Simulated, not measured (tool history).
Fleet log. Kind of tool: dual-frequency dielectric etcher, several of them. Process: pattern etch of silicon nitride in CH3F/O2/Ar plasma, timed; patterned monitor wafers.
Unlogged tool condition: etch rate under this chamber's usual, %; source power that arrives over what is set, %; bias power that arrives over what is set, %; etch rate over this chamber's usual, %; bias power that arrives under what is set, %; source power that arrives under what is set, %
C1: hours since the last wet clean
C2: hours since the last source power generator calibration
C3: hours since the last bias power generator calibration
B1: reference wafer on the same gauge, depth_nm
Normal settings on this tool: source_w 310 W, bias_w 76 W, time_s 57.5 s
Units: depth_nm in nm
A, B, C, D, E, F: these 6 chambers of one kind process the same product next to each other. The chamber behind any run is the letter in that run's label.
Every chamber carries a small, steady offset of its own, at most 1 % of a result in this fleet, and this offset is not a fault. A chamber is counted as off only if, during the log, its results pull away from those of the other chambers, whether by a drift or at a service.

{"run": "1E", "hour": 6.0, "source_w": 310, "bias_w": 76, "time_s": 57.5, "C1": 401.6, "C2": 2355.4, "C3": 1749.7, "B1": 43.608, "depth_nm": 37.26}
{"run": "2B", "hour": 14.6, "source_w": 310, "bias_w": 76, "time_s": 57.5, "C1": 115.9, "C2": 1165.4, "C3": 524.0, "B1": 43.587, "depth_nm": 37.252}
{"run": "3C", "hour": 20.7, "source_w": 310, "bias_w": 76, "time_s": 57.5, "C1": 419.2, "C2": 1204.8, "C3": 3902.5, "B1": 43.601, "depth_nm": 37.063}
{"run": "4A", "hour": 28.1, "source_w": 310, "bias_w": 76, "time_s": 57.5, "C1": 448.8, "C2": 3063.2, "C3": 2220.4, "B1": 43.683, "depth_nm": 37.54}
{"run": "5D", "hour": 37.7, "source_w": 310, "bias_w": 76, "time_s": 57.5, "C1": 144.5, "C2": 2641.7, "C3": 881.2, "B1": 43.631, "depth_nm": 36.771}
{"run": "6F", "hour": 44.9, "source_w": 310, "bias_w": 76, "time_s": 57.5, "C1": 200.0, "C2": 525.2, "C3": 200.0, "B1": 43.539, "depth_nm": 37.557}
{"run": "7D", "hour": 52.7, "source_w": 310, "bias_w": 76, "time_s": 57.5, "C1": 159.5, "C2": 2656.7, "C3": 896.2, "B1": 43.532, "depth_nm": 37.356}
{"run": "8E", "hour": 60.6, "source_w": 310, "bias_w": 76, "time_s": 57.5, "C1": 456.2, "C2": 2410.0, "C3": 1804.3, "B1": 43.635, "depth_nm": 37.273}
{"run": "9F", "hour": 67.7, "source_w": 310, "bias_w": 76, "time_s": 57.5, "C1": 222.8, "C2": 548.0, "C3": 222.8, "B1": 43.629, "depth_nm": 36.961}
{"run": "10C", "hour": 72.7, "source_w": 310, "bias_w": 90, "time_s": 65.0, "C1": 471.2, "C2": 1256.8, "C3": 3954.5, "B1": 43.564, "depth_nm": 44.325}
{"hour": 73.2, "done": "chamber E: wet clean of the chamber"}
{"run": "11B", "hour": 82.8, "source_w": 310, "bias_w": 90, "time_s": 65.0, "C1": 184.1, "C2": 1233.6, "C3": 592.2, "B1": 43.547, "depth_nm": 44.871}
{"run": "12A", "hour": 89.0, "source_w": 310, "bias_w": 90, "time_s": 65.0, "C1": 509.7, "C2": 3124.1, "C3": 2281.3, "B1": 43.6, "depth_nm": 44.723}
{"run": "13E", "hour": 96.8, "source_w": 310, "bias_w": 90, "time_s": 65.0, "C1": 23.6, "C2": 2446.2, "C3": 1840.5, "B1": 43.62, "depth_nm": 44.229}
{"run": "14D", "hour": 103.3, "source_w": 310, "bias_w": 90, "time_s": 65.0, "C1": 210.1, "C2": 2707.3, "C3": 946.8, "B1": 43.617, "depth_nm": 44.847}
{"run": "15C", "hour": 111.7, "source_w": 310, "bias_w": 90, "time_s": 65.0, "C1": 510.2, "C2": 1295.8, "C3": 3993.5, "B1": 43.638, "depth_nm": 44.06}
{"run": "16A", "hour": 117.4, "source_w": 310, "bias_w": 76, "time_s": 57.5, "C1": 538.1, "C2": 3152.5, "C3": 2309.7, "B1": 43.573, "depth_nm": 37.62}
{"run": "17F", "hour": 125.3, "source_w": 310, "bias_w": 76, "time_s": 57.5, "C1": 280.4, "C2": 605.6, "C3": 280.4, "B1": 43.652, "depth_nm": 37.33}
{"hour": 125.8, "done": "chamber A: wet clean of the chamber"}
{"run": "18B", "hour": 135.1, "source_w": 310, "bias_w": 76, "time_s": 47.0, "C1": 236.4, "C2": 1285.9, "C3": 644.5, "B1": 43.521, "depth_nm": 30.236}
{"run": "19F", "hour": 144.4, "source_w": 310, "bias_w": 76, "time_s": 47.0, "C1": 299.5, "C2": 624.7, "C3": 299.5, "B1": 43.633, "depth_nm": 30.149}
{"run": "20E", "hour": 152.8, "source_w": 310, "bias_w": 76, "time_s": 47.0, "C1": 79.6, "C2": 2502.2, "C3": 1896.5, "B1": 43.64, "depth_nm": 30.404}
{"run": "21A", "hour": 164.0, "source_w": 310, "bias_w": 76, "time_s": 47.0, "C1": 38.2, "C2": 3199.1, "C3": 2356.3, "B1": 43.64, "depth_nm": 29.347}
{"run": "22B", "hour": 172.8, "source_w": 310, "bias_w": 76, "time_s": 47.0, "C1": 274.1, "C2": 1323.6, "C3": 682.2, "B1": 43.636, "depth_nm": 30.316}
{"hour": 173.8, "done": "chamber C: wet clean of the chamber"}
{"run": "23D", "hour": 184.0, "source_w": 310, "bias_w": 76, "time_s": 47.0, "C1": 290.8, "C2": 2788.0, "C3": 1027.5, "B1": 43.601, "depth_nm": 30.354}
{"run": "24C", "hour": 195.4, "source_w": 310, "bias_w": 76, "time_s": 57.5, "C1": 21.6, "C2": 1379.5, "C3": 4077.2, "B1": 43.692, "depth_nm": 37.222}
{"run": "25E", "hour": 201.0, "source_w": 310, "bias_w": 76, "time_s": 57.5, "C1": 127.8, "C2": 2550.4, "C3": 1944.7, "B1": 43.605, "depth_nm": 37.142}
{"run": "26A", "hour": 210.9, "source_w": 310, "bias_w": 69, "time_s": 57.5, "C1": 85.1, "C2": 3246.0, "C3": 2403.2, "B1": 43.579, "depth_nm": 34.567}
{"run": "27F", "hour": 222.1, "source_w": 310, "bias_w": 69, "time_s": 57.5, "C1": 377.2, "C2": 702.4, "C3": 377.2, "B1": 43.624, "depth_nm": 36.286}
{"run": "28B", "hour": 232.7, "source_w": 310, "bias_w": 69, "time_s": 57.5, "C1": 334.0, "C2": 1383.5, "C3": 742.1, "B1": 43.584, "depth_nm": 36.043}
{"run": "29D", "hour": 242.1, "source_w": 310, "bias_w": 69, "time_s": 57.5, "C1": 348.9, "C2": 2846.1, "C3": 1085.6, "B1": 43.614, "depth_nm": 36.103}
{"run": "30C", "hour": 252.5, "source_w": 310, "bias_w": 69, "time_s": 57.5, "C1": 78.7, "C2": 1436.6, "C3": 4134.3, "B1": 43.586, "depth_nm": 35.562}
{"run": "31D", "hour": 263.7, "source_w": 310, "bias_w": 69, "time_s": 57.5, "C1": 370.5, "C2": 2867.7, "C3": 1107.2, "B1": 43.604, "depth_nm": 36.112}
{"run": "32E", "hour": 268.8, "source_w": 310, "bias_w": 76, "time_s": 57.5, "C1": 195.6, "C2": 2618.2, "C3": 2012.5, "B1": 43.58, "depth_nm": 37.456}
{"run": "33F", "hour": 278.0, "source_w": 310, "bias_w": 76, "time_s": 57.5, "C1": 433.1, "C2": 758.3, "C3": 433.1, "B1": 43.628, "depth_nm": 37.072}
{"run": "34A", "hour": 286.1, "source_w": 310, "bias_w": 76, "time_s": 57.5, "C1": 160.3, "C2": 3321.2, "C3": 2478.4, "B1": 43.691, "depth_nm": 35.719}
{"run": "35B", "hour": 295.6, "source_w": 280, "bias_w": 76, "time_s": 57.5, "C1": 396.9, "C2": 1446.4, "C3": 805.0, "B1": 43.56, "depth_nm": 35.419}
{"run": "36C", "hour": 305.0, "source_w": 280, "bias_w": 76, "time_s": 57.5, "C1": 131.2, "C2": 1489.1, "C3": 4186.8, "B1": 43.6, "depth_nm": 35.523}
{"run": "37C", "hour": 310.2, "source_w": 280, "bias_w": 76, "time_s": 57.5, "C1": 136.4, "C2": 1494.3, "C3": 4192.0, "B1": 43.643, "depth_nm": 35.24}

Which is it: a chamber that has drifted or been left off by a service, a gauge drift common to all chambers, or only each chamber's usual small offset? If a chamber is off, name it and its likeliest cause.

Chamber A has stood off from the others ever since a service on it.
Likeliest cause: etch rate under this chamber's usual, % = 4.22.

Chamber A could run next with any of the 4 candidate recipes listed below; each alters the usual settings, and their results appear as question marks. Which one brings its results back in line with what the other chambers deliver on the usual settings?
In line means no further than this from the other chambers' mean on the usual settings: depth_nm 0.850 nm
{"run": "38A-1", "hour": 318.4, "source_w": 310, "bias_w": 77, "time_s": 59.0, "depth_nm": "?"}
{"run": "38A-2", "hour": 318.4, "source_w": 280, "bias_w": 69, "time_s": 57.5, "depth_nm": "?"}
{"run": "38A-3", "hour": 318.4, "source_w": 310, "bias_w": 75, "time_s": 55.5, "depth_nm": "?"}
{"run": "38A-4", "hour": 318.4, "source_w": 320, "bias_w": 77, "time_s": 61.0, "depth_nm": "?"}

Mean of the other chambers on the usual settings: depth_nm 37.121 nm
run=38A-1 depth_nm=36.890
run=38A-2 depth_nm=33.315
run=38A-3 depth_nm=34.382
run=38A-4 depth_nm=38.593
Change 38A-1 lands the chamber within the allowed miss of the other chambers.
